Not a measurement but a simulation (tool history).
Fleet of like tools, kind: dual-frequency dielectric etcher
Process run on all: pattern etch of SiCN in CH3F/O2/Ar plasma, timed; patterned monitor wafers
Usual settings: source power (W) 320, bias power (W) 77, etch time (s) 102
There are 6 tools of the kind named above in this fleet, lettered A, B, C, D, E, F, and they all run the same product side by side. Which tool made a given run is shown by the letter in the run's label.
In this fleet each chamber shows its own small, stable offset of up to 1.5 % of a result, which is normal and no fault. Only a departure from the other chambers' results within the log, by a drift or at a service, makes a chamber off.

run,hour,source power (W),bias power (W),etch time (s),hours since the last wet clean,hours since the last source power generator calibration,hours since the last bias power generator calibration,"read-back reference wafer on the same gauge, depth_nm",mean etch depth across the wafer (nm)
1D,11.2,320,77,102,234.8,3430.5,912.9,36.288,36.517
2A,20.6,320,77,102,392.6,210.6,2230.5,36.29,35.696
3B,31.1,320,77,102,321,4536.5,189.8,36.284,35.922
# hour 35.4: chamber B: source power generator calibrated
4F,37.5,320,77,102,75.4,3125.9,2181.2,36.265,36.276
5C,48.2,320,77,102,233.2,1406,850.5,36.282,35.981
6E,54.1,320,77,102,221.8,2782.6,1211.7,36.278,35.888
# hour 56.4: chamber A: wet clean of the chamber
7A,59.3,320,77,102,3,249.3,2269.2,36.261,35.665
8D,70,320,77,102,293.6,3489.3,971.7,36.266,36.508
# hour 71.4: chamber B: wet clean of the chamber
9B,79.7,320,77,102,8.3,44.3,238.4,36.263,35.957
10E,88.4,320,77,102,256.1,2816.9,1246,36.254,35.903
11F,95.7,350,77,102,133.6,3184.1,2239.4,36.245,37.458
12C,102.6,350,77,102,287.6,1460.4,904.9,36.255,37.199
13A,107.7,350,77,102,51.4,297.7,2317.6,36.235,36.913
14C,118.7,350,77,102,303.7,1476.5,921,36.233,37.135
15F,124.2,350,77,102,162.1,3212.6,2267.9,36.233,37.343
# hour 128.9: chamber D: wet clean of the chamber
16B,130.5,350,77,102,59.1,95.1,289.2,36.227,37.137
17D,135.6,320,59,83.5,6.7,3554.9,1037.3,36.213,27.131
18E,141.9,320,59,83.5,309.6,2870.4,1299.5,36.223,26.699
19A,147.1,320,59,83.5,90.8,337.1,2357,36.215,26.494
20E,155.8,320,59,83.5,323.5,2884.3,1313.4,36.219,26.662
21C,162.6,320,59,83.5,347.6,1520.4,964.9,36.208,26.785
22F,167.8,320,59,83.5,205.7,3256.2,2311.5,36.215,26.892
23D,174,320,77,102,45.1,3593.3,1075.7,36.209,36.472
24B,184.9,320,86,102,113.5,149.5,343.6,36.19,37.349
25F,190.7,320,86,102,228.6,3279.1,2334.4,36.18,37.676
26B,199.3,320,86,102,127.9,163.9,358,36.201,37.339
27C,204.6,320,86,102,389.6,1562.4,1006.9,36.186,37.298
28E,215.9,320,86,102,383.6,2944.4,1373.5,36.182,37.405
29D,223.7,320,86,102,94.8,3643,1125.4,36.176,37.918
# hour 228.2: chamber E: wet clean of the chamber
30A,232.9,320,77,102,176.6,422.9,2442.8,36.178,35.695
31F,243.5,320,77,102,281.4,3331.9,2387.2,36.166,36.176
32C,250.5,320,77,102,435.5,1608.3,1052.8,36.165,35.894
33A,255.5,320,77,102,199.2,445.5,2465.4,36.171,35.543
34D,267,320,77,102,138.1,3686.3,1168.7,36.151,36.337
35E,276,320,77,102,47.9,3004.5,1433.6,36.161,35.734
36B,286.9,320,77,102,215.5,251.5,445.6,36.149,35.76
37A,295.9,350,64,102,239.6,485.9,2505.8,36.132,34.495
38F,302.8,350,64,102,340.7,3391.2,2446.5,36.136,34.858
39D,314,350,64,102,185.1,3733.3,1215.7,36.126,35.248
40E,323.4,350,64,102,95.3,3051.9,1481,36.114,34.628
41B,333.8,350,64,102,262.4,298.4,492.5,36.12,34.564
42C,338.8,350,64,102,523.8,1696.6,1141.1,36.11,34.651
43F,344,320,77,102,381.9,3432.4,2487.7,36.104,36.062

Has any chamber moved away from the others, gradually or after a service, or does the common gauge drift, or do the chambers differ only by their own small steady offsets? State the chamber and the most likely cause if one applies.

Every chamber seems to shift together because the gauge that measures them all drifts; the chambers themselves are fine.
Likeliest cause: gauge reads low (%) = 0.53.
